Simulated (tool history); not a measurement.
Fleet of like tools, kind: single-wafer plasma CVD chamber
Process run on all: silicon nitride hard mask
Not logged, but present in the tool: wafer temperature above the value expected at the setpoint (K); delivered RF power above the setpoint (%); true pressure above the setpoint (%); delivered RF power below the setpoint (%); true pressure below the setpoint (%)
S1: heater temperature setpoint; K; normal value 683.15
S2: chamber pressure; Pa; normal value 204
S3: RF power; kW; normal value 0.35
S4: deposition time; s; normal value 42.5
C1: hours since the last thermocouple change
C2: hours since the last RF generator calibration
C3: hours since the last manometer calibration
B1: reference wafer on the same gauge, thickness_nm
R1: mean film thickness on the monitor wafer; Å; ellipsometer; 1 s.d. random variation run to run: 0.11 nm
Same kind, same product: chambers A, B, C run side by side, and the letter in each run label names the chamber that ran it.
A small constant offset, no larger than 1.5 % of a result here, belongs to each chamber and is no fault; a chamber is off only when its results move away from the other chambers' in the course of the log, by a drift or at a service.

Run 1A, hour 5.3: usual settings; C1 712; C2 1815.7; C3 663.7; B1 61.025. Result: R1 525.75 Å.
Run 2C, hour 11.1: usual settings; C1 683.3; C2 414.8; C3 864.6; B1 61.042. Result: R1 524.92 Å.
Run 3B, hour 18.7: usual settings; C1 575; C2 1072.7; C3 846.1; B1 61.013. Result: R1 531.35 Å.
Run 4A, hour 23.9: usual settings; C1 730.6; C2 1834.3; C3 682.3; B1 60.994. Result: R1 527.31 Å.
Run 5B, hour 27.4: usual settings; C1 583.7; C2 1081.4; C3 854.8; B1 60.997. Result: R1 531.56 Å.
Run 6C, hour 34.6: usual settings; C1 706.8; C2 438.3; C3 888.1; B1 61.007. Result: R1 525.92 Å.
Run 7C, hour 38.6: usual settings; C1 710.8; C2 442.3; C3 892.1; B1 60.99. Result: R1 523.43 Å.
Run 8B, hour 43: usual settings; C1 599.3; C2 1097; C3 870.4; B1 60.981. Result: R1 531.18 Å.
Run 9A, hour 47.7: usual settings but S3 0.295 kW, S4 35 s; C1 754.4; C2 1858.1; C3 706.1; B1 60.998. Result: R1 386.78 Å.
Run 10A, hour 54.8: usual settings but S3 0.295 kW, S4 35 s; C1 761.5; C2 1865.2; C3 713.2; B1 61.014. Result: R1 387.12 Å.
Run 11C, hour 59.1: usual settings but S3 0.295 kW, S4 35 s; C1 731.3; C2 462.8; C3 912.6; B1 60.965. Result: R1 386.23 Å.
Run 12B, hour 63.1: usual settings; C1 619.4; C2 1117.1; C3 890.5; B1 61.001. Result: R1 531.36 Å.
Run 13B, hour 67.1: usual settings; C1 623.4; C2 1121.1; C3 894.5; B1 60.999. Result: R1 530.67 Å.
Run 14A, hour 71.7: usual settings; C1 778.4; C2 1882.1; C3 730.1; B1 61.047. Result: R1 525.92 Å.
Run 15C, hour 75.6: usual settings but S1 675.15 K, S3 0.39 kW; C1 747.8; C2 479.3; C3 929.1; B1 61. Result: R1 564.56 Å.
Run 16C, hour 82.5: usual settings but S1 675.15 K, S3 0.39 kW; C1 754.7; C2 486.2; C3 936; B1 61.026. Result: R1 564.28 Å.
Run 17A, hour 87.7: usual settings but S1 675.15 K, S3 0.39 kW; C1 794.4; C2 1898.1; C3 746.1; B1 60.996. Result: R1 561.49 Å.
Run 18B, hour 93.9: usual settings; C1 650.2; C2 1147.9; C3 921.3; B1 61.031. Result: R1 531.73 Å.
Run 19B, hour 98.4: usual settings; C1 654.7; C2 1152.4; C3 925.8; B1 60.983. Result: R1 529.6 Å.
Run 20C, hour 105.6: usual settings but S2 165 Pa; C1 777.8; C2 509.3; C3 959.1; B1 60.96. Result: R1 493.69 Å.
Run 21A, hour 109.8: usual settings but S2 165 Pa; C1 816.5; C2 1920.2; C3 768.2; B1 61.024. Result: R1 493.78 Å.
Run 22B, hour 114.3: usual settings but S2 165 Pa; C1 670.6; C2 1168.3; C3 941.7; B1 60.981. Result: R1 497.62 Å.
Run 23A, hour 121.2: usual settings; C1 827.9; C2 1931.6; C3 779.6; B1 60.977. Result: R1 525.45 Å.
Run 24C, hour 128.7: usual settings; C1 800.9; C2 532.4; C3 982.2; B1 61.05. Result: R1 525.94 Å.
Run 25C, hour 133.5: usual settings; C1 805.7; C2 537.2; C3 987; B1 61.013. Result: R1 523.79 Å.
Run 26A, hour 138.2: usual settings; C1 844.9; C2 1948.6; C3 796.6; B1 61.014. Result: R1 524.52 Å.
Run 27B, hour 144.1: usual settings but S2 168 Pa, S3 0.41 kW; C1 700.4; C2 1198.1; C3 971.5; B1 61.048. Result: R1 550.96 Å.
At hour 145.7: chamber C: capacitance manometer re-zeroed and calibrated.
Run 28C, hour 150.9: usual settings but S2 168 Pa, S3 0.41 kW; C1 823.1; C2 554.6; C3 5.3; B1 60.989. Result: R1 534.14 Å.
Run 29A, hour 155.5: usual settings but S2 168 Pa, S3 0.41 kW; C1 862.2; C2 1965.9; C3 813.9; B1 61. Result: R1 545.97 Å.
Run 30B, hour 162.7: usual settings but S1 676.15 K; C1 719; C2 1216.7; C3 990.1; B1 61.006. Result: R1 532.73 Å.
Run 31B, hour 170.5: usual settings but S1 676.15 K; C1 726.8; C2 1224.5; C3 997.9; B1 60.99. Result: R1 531.86 Å.
Run 32C, hour 176.5: usual settings but S1 676.15 K; C1 848.7; C2 580.2; C3 30.9; B1 61.033. Result: R1 517.18 Å.
Run 33A, hour 182.2: usual settings; C1 888.9; C2 1992.6; C3 840.6; B1 61.014. Result: R1 526.01 Å.
Run 34A, hour 187.5: usual settings; C1 894.2; C2 1997.9; C3 845.9; B1 61.002. Result: R1 523.94 Å.
Run 35C, hour 195.3: usual settings; C1 867.5; C2 599; C3 49.7; B1 61.001. Result: R1 517.01 Å.
Run 36B, hour 198.7: usual settings; C1 755; C2 1252.7; C3 1026.1; B1 60.996. Result: R1 531.91 Å.
Run 37C, hour 204.6: usual settings; C1 876.8; C2 608.3; C3 59; B1 61.01. Result: R1 516.82 Å.
Run 38A, hour 209.6: usual settings; C1 916.3; C2 2020; C3 868; B1 61.013. Result: R1 526.94 Å.
Run 39B, hour 215.7: usual settings; C1 772; C2 1269.7; C3 1043.1; B1 61.015. Result: R1 530.95 Å.
Run 40A, hour 220.5: usual settings; C1 927.2; C2 2030.9; C3 878.9; B1 61.011. Result: R1 525.05 Å.
Run 41B, hour 225.2: usual settings; C1 781.5; C2 1279.2; C3 1052.6; B1 60.99. Result: R1 531.47 Å.
Run 42C, hour 231.8: usual settings; C1 904; C2 635.5; C3 86.2; B1 61.009. Result: R1 516.37 Å.
Run 43A, hour 236.8: usual settings; C1 943.5; C2 2047.2; C3 895.2; B1 60.987. Result: R1 527.86 Å.
Run 44B, hour 241.7: usual settings; C1 798; C2 1295.7; C3 1069.1; B1 60.978. Result: R1 531.24 Å.

Decide between three cases: one chamber stands off from its peers, the gauge reading all wafers drifts, or nothing is wrong past each chamber's small offset. Where a chamber is off, say which and what most likely put it there.

A service on chamber C put it out of line with the rest.
Cause: true pressure below the setpoint (%) = 5.88.

Chamber C could run next with any of the 4 candidate recipes listed below; each alters the usual settings, and their results appear as question marks. Which one brings its results back in line with what the other chambers deliver on the usual settings?
Allowed miss from the other chambers' usual-settings mean, per result, to count as in line: R1 4.2 Å
Run 45C-1, hour 247.3: usual settings but S2 188 Pa. Result: R1 ?.
Run 45C-2, hour 247.3: usual settings but S2 208 Pa, S3 0.36 kW. Result: R1 ?.
Run 45C-3, hour 247.3: usual settings but S2 205 Pa, S4 42.8 s. Result: R1 ?.
Run 45C-4, hour 247.3: usual settings but S2 203 Pa, S4 42.1 s. Result: R1 ?.

Other chambers, usual settings, mean: R1 528.17 Å
  run      R1
45C-1  503.06
45C-2  528.03
45C-3   520.3
45C-4  509.82
45C-2 brings the chamber back in line.

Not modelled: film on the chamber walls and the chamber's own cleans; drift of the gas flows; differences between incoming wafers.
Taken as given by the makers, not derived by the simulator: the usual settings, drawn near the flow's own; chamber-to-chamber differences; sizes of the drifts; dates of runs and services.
